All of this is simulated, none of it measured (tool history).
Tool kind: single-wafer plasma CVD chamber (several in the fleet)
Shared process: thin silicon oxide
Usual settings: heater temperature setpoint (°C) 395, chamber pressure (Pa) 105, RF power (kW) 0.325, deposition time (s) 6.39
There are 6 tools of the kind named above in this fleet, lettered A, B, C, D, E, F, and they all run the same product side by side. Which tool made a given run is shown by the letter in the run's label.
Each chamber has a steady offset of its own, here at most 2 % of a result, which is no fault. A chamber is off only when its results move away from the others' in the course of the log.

| run | hour | heater temperature setpoint (°C) | chamber pressure (Pa) | RF power (kW) | deposition time (s) | hours since the last thermocouple change | hours since the last RF generator calibration | hours since the last manometer calibration | read-back reference wafer on the same gauge, thickness_nm | mean film thickness on the monitor wafer (angstrom) |
|---|---|---|---|---|---|---|---|---|---|---|
| 1C | 9.9 | 395 | 105 | 0.325 | 6.39 | 796.2 | 2417 | 1675.4 | 12.106 | 119.64 |
| 2F | 20.3 | 395 | 105 | 0.325 | 6.39 | 1256.4 | 349.3 | 578.1 | 12.106 | 121.1 |
| 3D | 27.2 | 395 | 105 | 0.325 | 6.39 | 449.5 | 1609.7 | 795.1 | 12.098 | 121.55 |
|  | 29.1 | chamber C: capacitance manometer re-zeroed and calibrated |
| 4B | 35.8 | 395 | 105 | 0.325 | 6.39 | 1608.3 | 337.6 | 174.4 | 12.112 | 120.43 |
| 5A | 45.6 | 395 | 105 | 0.325 | 6.39 | 1993 | 594.7 | 442.3 | 12.098 | 120.1 |
| 6E | 53.3 | 395 | 105 | 0.325 | 6.39 | 2067.1 | 631.7 | 934.3 | 12.102 | 120.4 |
| 7D | 61.8 | 395 | 105 | 0.38 | 5.82 | 484.1 | 1644.3 | 829.7 | 12.108 | 118.15 |
| 8A | 67.1 | 395 | 105 | 0.38 | 5.82 | 2014.5 | 616.2 | 463.8 | 12.096 | 117.1 |
| 9F | 74.4 | 395 | 105 | 0.38 | 5.82 | 1310.5 | 403.4 | 632.2 | 12.104 | 116.93 |
|  | 74.8 | chamber B: thermocouple changed; heater temperature recalibrated |
| 10B | 84.4 | 395 | 105 | 0.38 | 5.82 | 9.6 | 386.2 | 223 | 12.097 | 116.58 |
| 11C | 91.2 | 395 | 105 | 0.38 | 5.82 | 877.5 | 2498.3 | 62.1 | 12.105 | 115.51 |
|  | 96 | chamber C: thermocouple changed; heater temperature recalibrated |
| 12E | 101.5 | 395 | 105 | 0.38 | 5.82 | 2115.3 | 679.9 | 982.5 | 12.092 | 116.71 |
| 13D | 109.4 | 395 | 105 | 0.325 | 6.39 | 531.7 | 1691.9 | 877.3 | 12.096 | 121.98 |
| 14B | 118.2 | 395 | 105 | 0.325 | 6.39 | 43.4 | 420 | 256.8 | 12.099 | 120.54 |
| 15C | 127.5 | 395 | 105 | 0.325 | 6.39 | 31.6 | 2534.6 | 98.4 | 12.096 | 119.89 |
| 16E | 136.6 | 395 | 105 | 0.325 | 6.39 | 2150.4 | 715 | 1017.6 | 12.097 | 120.25 |
| 17A | 141.2 | 389 | 105 | 0.325 | 6.39 | 2088.6 | 690.3 | 537.9 | 12.109 | 122.64 |
| 18F | 149.7 | 389 | 105 | 0.325 | 6.39 | 1385.8 | 478.7 | 707.5 | 12.102 | 120.9 |
| 19E | 158.8 | 389 | 105 | 0.325 | 6.39 | 2172.6 | 737.2 | 1039.8 | 12.099 | 121.11 |
| 20B | 166.7 | 389 | 105 | 0.325 | 6.39 | 91.9 | 468.5 | 305.3 | 12.092 | 121.4 |
| 21C | 173.5 | 389 | 105 | 0.325 | 6.39 | 77.6 | 2580.6 | 144.4 | 12.105 | 119.96 |
| 22D | 180.4 | 389 | 105 | 0.325 | 6.39 | 602.7 | 1762.9 | 948.3 | 12.1 | 122.22 |
| 23F | 190.6 | 395 | 105 | 0.325 | 6.39 | 1426.7 | 519.6 | 748.4 | 12.102 | 121.27 |
| 24A | 199.9 | 406 | 105 | 0.325 | 5.7 | 2147.3 | 749 | 596.6 | 12.089 | 108.59 |
| 25C | 210.2 | 406 | 105 | 0.325 | 5.7 | 114.3 | 2617.3 | 181.1 | 12.096 | 105.84 |
| 26A | 219.4 | 406 | 105 | 0.325 | 5.7 | 2166.8 | 768.5 | 616.1 | 12.097 | 108.57 |
| 27E | 229.8 | 406 | 105 | 0.325 | 5.7 | 2243.6 | 808.2 | 1110.8 | 12.104 | 106.92 |
| 28B | 239.2 | 406 | 105 | 0.325 | 5.7 | 164.4 | 541 | 377.8 | 12.097 | 106.98 |
| 29D | 247.2 | 406 | 105 | 0.325 | 5.7 | 669.5 | 1829.7 | 1015.1 | 12.098 | 107.71 |
|  | 248.7 | chamber E: capacitance manometer re-zeroed and calibrated |
| 30F | 254.1 | 395 | 119 | 0.27 | 6.39 | 1490.2 | 583.1 | 811.9 | 12.097 | 125.08 |
|  | 257.4 | chamber D: capacitance manometer re-zeroed and calibrated |
| 31D | 259.3 | 395 | 119 | 0.27 | 6.39 | 681.6 | 1841.8 | 2 | 12.096 | 125.35 |
| 32E | 264.2 | 395 | 119 | 0.27 | 6.39 | 2278 | 842.6 | 15.6 | 12.104 | 124.42 |
|  | 264.3 | chamber C: RF generator calibrated |
| 33F | 274.1 | 395 | 119 | 0.27 | 6.39 | 1510.2 | 603.1 | 831.9 | 12.103 | 125.12 |
| 34B | 280.6 | 395 | 119 | 0.27 | 6.39 | 205.8 | 582.4 | 419.2 | 12.105 | 124.36 |
| 35C | 287 | 395 | 119 | 0.27 | 6.39 | 191.1 | 22.7 | 257.9 | 12.105 | 123.9 |
| 36A | 297.1 | 395 | 105 | 0.325 | 6.39 | 2244.5 | 846.2 | 693.8 | 12.095 | 124.5 |
| 37F | 302.2 | 395 | 105 | 0.325 | 6.39 | 1538.3 | 631.2 | 860 | 12.104 | 121.62 |
| 38C | 307 | 395 | 105 | 0.325 | 6.39 | 211.1 | 42.7 | 277.9 | 12.099 | 120.23 |
| 39E | 312 | 395 | 105 | 0.325 | 6.39 | 2325.8 | 890.4 | 63.4 | 12.097 | 120.27 |

All 6 chambers run these settings next. Forecast each chamber's results:
| 40A | 319.5 | 381 | 105 | 0.325 | 6.39 |  |  |  |  | ? |
| 40B | 319.5 | 381 | 105 | 0.325 | 6.39 |  |  |  |  | ? |
| 40C | 319.5 | 381 | 105 | 0.325 | 6.39 |  |  |  |  | ? |
| 40D | 319.5 | 381 | 105 | 0.325 | 6.39 |  |  |  |  | ? |
| 40E | 319.5 | 381 | 105 | 0.325 | 6.39 |  |  |  |  | ? |
| 40F | 319.5 | 381 | 105 | 0.325 | 6.39 |  |  |  |  | ? |

| run | mean film thickness on the monitor wafer (angstrom) |
|---|---|
| 40A | 125.74 |
| 40B | 121.12 |
| 40C | 121.32 |
| 40D | 122.5 |
| 40E | 121.29 |
| 40F | 121.98 |
